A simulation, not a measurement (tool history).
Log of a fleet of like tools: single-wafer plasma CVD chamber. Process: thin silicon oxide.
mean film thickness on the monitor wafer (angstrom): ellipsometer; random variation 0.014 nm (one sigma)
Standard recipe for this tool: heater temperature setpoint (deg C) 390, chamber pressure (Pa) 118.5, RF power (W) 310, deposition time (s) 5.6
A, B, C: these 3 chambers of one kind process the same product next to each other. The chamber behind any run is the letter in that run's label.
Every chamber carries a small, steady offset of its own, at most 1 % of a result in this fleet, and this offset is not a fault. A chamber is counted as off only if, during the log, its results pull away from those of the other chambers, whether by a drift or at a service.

| run | hour | heater temperature setpoint (deg C) | chamber pressure (Pa) | RF power (W) | deposition time (s) | read-back reference wafer on the same gauge, thickness_nm | mean film thickness on the monitor wafer (angstrom) |
|---|---|---|---|---|---|---|---|
| 1A | 2.6 | 390 | 118.5 | 310 | 5.6 | 9.7022 | 115.13 |
| 2B | 5.5 | 390 | 118.5 | 310 | 5.6 | 9.7049 | 115.96 |
| 3C | 7.6 | 390 | 118.5 | 310 | 5.6 | 9.7038 | 115.05 |
| 4C | 11.9 | 390 | 118.5 | 310 | 5.6 | 9.7048 | 115.23 |
| 5A | 15.2 | 390 | 118.5 | 310 | 5.6 | 9.7053 | 115.36 |
| 6B | 17.7 | 390 | 118.5 | 310 | 5.6 | 9.7088 | 116.21 |
| 7A | 21.5 | 390 | 118.5 | 310 | 5.6 | 9.7076 | 115.06 |
| 8B | 25.4 | 390 | 118.5 | 310 | 5.6 | 9.7123 | 116.12 |
| 9C | 28.7 | 390 | 118.5 | 310 | 5.6 | 9.7143 | 115.26 |
| 10A | 32.7 | 390 | 118.5 | 310 | 5.6 | 9.7133 | 115.61 |
| 11C | 36.6 | 390 | 118.5 | 310 | 5.6 | 9.7166 | 115.14 |
| 12B | 38.5 | 390 | 118.5 | 310 | 5.6 | 9.7169 | 116.24 |
| 13C | 41.8 | 390 | 118.5 | 310 | 5.6 | 9.7162 | 115.37 |
| 14A | 44.7 | 390 | 118.5 | 310 | 5.6 | 9.7176 | 115.45 |
| 15B | 48.8 | 390 | 118.5 | 310 | 5.6 | 9.7175 | 116.38 |
| 16B | 52.9 | 390 | 118.5 | 310 | 5.6 | 9.7249 | 116.5 |
| 17C | 55.4 | 390 | 118.5 | 310 | 5.6 | 9.7268 | 115.41 |
| 18A | 57.2 | 390 | 118.5 | 310 | 5.6 | 9.7226 | 115.61 |
| 19A | 60.1 | 390 | 118.5 | 310 | 5.6 | 9.7295 | 115.53 |
| 20B | 64 | 390 | 118.5 | 310 | 5.6 | 9.7265 | 116.41 |
| 21C | 65.9 | 390 | 118.5 | 310 | 5.6 | 9.7301 | 115.27 |
| 22C | 69.7 | 390 | 118.5 | 310 | 5.6 | 9.7292 | 115.59 |
| 23B | 73.3 | 390 | 118.5 | 310 | 5.6 | 9.7313 | 116.52 |
| 24A | 77.6 | 390 | 118.5 | 310 | 5.6 | 9.7353 | 115.49 |
| 25A | 80.8 | 390 | 118.5 | 310 | 5.6 | 9.7371 | 115.56 |
| 26C | 82.9 | 390 | 118.5 | 310 | 5.6 | 9.7371 | 115.68 |
| 27B | 86.5 | 390 | 118.5 | 310 | 5.6 | 9.7371 | 116.63 |
| 28A | 89.9 | 390 | 118.5 | 310 | 5.6 | 9.7378 | 115.74 |
| 29B | 92.5 | 390 | 118.5 | 310 | 5.6 | 9.7435 | 116.32 |
| 30C | 95.4 | 390 | 118.5 | 310 | 5.6 | 9.7415 | 115.63 |
| 31C | 97.9 | 390 | 118.5 | 310 | 5.6 | 9.7452 | 115.85 |
| 32B | 100.3 | 390 | 118.5 | 310 | 5.6 | 9.7427 | 116.45 |
| 33A | 102.8 | 390 | 118.5 | 310 | 5.6 | 9.7453 | 115.76 |
| 34A | 106 | 383 | 118.5 | 340 | 5.6 | 9.7481 | 120.47 |

The same settings go to every chamber for the next run, one line per chamber below. Forecast the results for each:
| 35A | 109.1 | 390 | 118.5 | 310 | 5.6 |  | ? |
| 35B | 109.1 | 390 | 118.5 | 310 | 5.6 |  | ? |
| 35C | 109.1 | 390 | 118.5 | 310 | 5.6 |  | ? |

| run | mean film thickness on the monitor wafer (angstrom) |
|---|---|
| 35A | 115.85 |
| 35B | 116.52 |
| 35C | 115.53 |
